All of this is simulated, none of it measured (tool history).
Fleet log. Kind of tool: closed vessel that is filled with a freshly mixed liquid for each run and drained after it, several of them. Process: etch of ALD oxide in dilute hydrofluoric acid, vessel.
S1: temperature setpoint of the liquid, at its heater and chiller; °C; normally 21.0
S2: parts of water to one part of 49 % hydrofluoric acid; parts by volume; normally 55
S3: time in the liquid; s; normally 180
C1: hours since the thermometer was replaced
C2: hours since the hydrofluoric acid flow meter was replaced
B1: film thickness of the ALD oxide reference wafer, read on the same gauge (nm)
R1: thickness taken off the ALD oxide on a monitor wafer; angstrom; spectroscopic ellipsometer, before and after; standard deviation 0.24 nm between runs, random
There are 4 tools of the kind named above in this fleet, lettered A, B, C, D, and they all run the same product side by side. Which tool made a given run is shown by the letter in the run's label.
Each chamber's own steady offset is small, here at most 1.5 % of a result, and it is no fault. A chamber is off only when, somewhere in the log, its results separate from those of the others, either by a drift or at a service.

| run | hour | S1 | S2 | S3 | C1 | C2 | B1 | R1 |
|---|---|---|---|---|---|---|---|---|
| 1B | 6.4 | 21.0 | 55 | 180 | 1665.0 | 1260.1 | 110.01 | 303.84 |
| 2D | 12.3 | 21.0 | 55 | 180 | 2081.3 | 145.5 | 109.99 | 298.03 |
| 3A | 17.5 | 21.0 | 55 | 180 | 765.0 | 967.0 | 110.01 | 302.69 |
| 4C | 23.1 | 21.0 | 55 | 180 | 790.1 | 1426.0 | 110.01 | 301.19 |
| 5D | 28.9 | 21.0 | 55 | 180 | 2097.9 | 162.1 | 110.00 | 300.02 |
| 6C | 33.5 | 21.0 | 55 | 180 | 800.5 | 1436.4 | 110.00 | 297.12 |
| 7A | 38.3 | 21.0 | 55 | 215 | 785.8 | 987.8 | 109.99 | 356.62 |
| 8B | 42.8 | 21.0 | 55 | 215 | 1701.4 | 1296.5 | 110.01 | 366.26 |
| 9A | 46.3 | 21.0 | 55 | 215 | 793.8 | 995.8 | 110.01 | 356.70 |
| 10B | 50.2 | 21.0 | 55 | 215 | 1708.8 | 1303.9 | 110.00 | 366.08 |
| 11D | 53.8 | 21.0 | 55 | 180 | 2122.8 | 187.0 | 110.01 | 299.24 |
| 12C | 60.2 | 21.0 | 55 | 180 | 827.2 | 1463.1 | 110.02 | 301.03 |
| 13C | 65.9 | 21.0 | 55 | 180 | 832.9 | 1468.8 | 109.99 | 299.07 |
| 14A | 71.2 | 21.0 | 55 | 180 | 818.7 | 1020.7 | 109.99 | 291.72 |
| 15D | 75.1 | 21.0 | 55 | 180 | 2144.1 | 208.3 | 110.01 | 303.76 |
| 16B | 81.5 | 21.0 | 55 | 180 | 1740.1 | 1335.2 | 110.02 | 305.15 |
| 17C | 85.0 | 21.0 | 55 | 180 | 852.0 | 1487.9 | 110.00 | 300.80 |
| 18B | 89.9 | 21.0 | 55 | 180 | 1748.5 | 1343.6 | 109.99 | 306.01 |
| 19A | 95.9 | 21.0 | 55 | 180 | 843.4 | 1045.4 | 110.00 | 284.03 |
| 20D | 102.1 | 21.0 | 55 | 180 | 2171.1 | 235.3 | 109.99 | 304.85 |
| 21A | 106.7 | 19.0 | 55 | 180 | 854.2 | 1056.2 | 109.99 | 262.59 |
| 22C | 111.0 | 19.0 | 55 | 180 | 878.0 | 1513.9 | 110.02 | 277.47 |
| 23D | 116.9 | 19.0 | 55 | 180 | 2185.9 | 250.1 | 109.99 | 271.43 |
| 24B | 122.7 | 19.0 | 55 | 180 | 1781.3 | 1376.4 | 110.01 | 280.60 |
| 25B | 129.5 | 21.0 | 55 | 180 | 1788.1 | 1383.2 | 110.00 | 306.03 |
|  | 133.0 | chamber D: thermometer replaced |
| 26C | 134.4 | 21.0 | 55 | 180 | 901.4 | 1537.3 | 110.01 | 297.89 |
| 27A | 141.5 | 17.5 | 55 | 220 | 889.0 | 1091.0 | 109.98 | 284.56 |
| 28D | 147.9 | 17.5 | 55 | 220 | 14.9 | 281.1 | 110.01 | 318.58 |
| 29B | 154.7 | 17.5 | 55 | 220 | 1813.3 | 1408.4 | 110.00 | 314.89 |
| 30C | 158.2 | 17.5 | 55 | 220 | 925.2 | 1561.1 | 110.01 | 314.52 |
| 31D | 165.4 | 21.0 | 55 | 180 | 32.4 | 298.6 | 109.98 | 301.83 |

All chambers now run identical settings, listed one chamber a line with results as question marks. What results will each chamber show?
| 32A | 170.9 | 21.0 | 75 | 180 |  |  |  | ? |
| 32B | 170.9 | 21.0 | 75 | 180 |  |  |  | ? |
| 32C | 170.9 | 21.0 | 75 | 180 |  |  |  | ? |
| 32D | 170.9 | 21.0 | 75 | 180 |  |  |  | ? |

| run | R1 |
|---|---|
| 32A | 191.03 |
| 32B | 216.39 |
| 32C | 215.21 |
| 32D | 215.66 |

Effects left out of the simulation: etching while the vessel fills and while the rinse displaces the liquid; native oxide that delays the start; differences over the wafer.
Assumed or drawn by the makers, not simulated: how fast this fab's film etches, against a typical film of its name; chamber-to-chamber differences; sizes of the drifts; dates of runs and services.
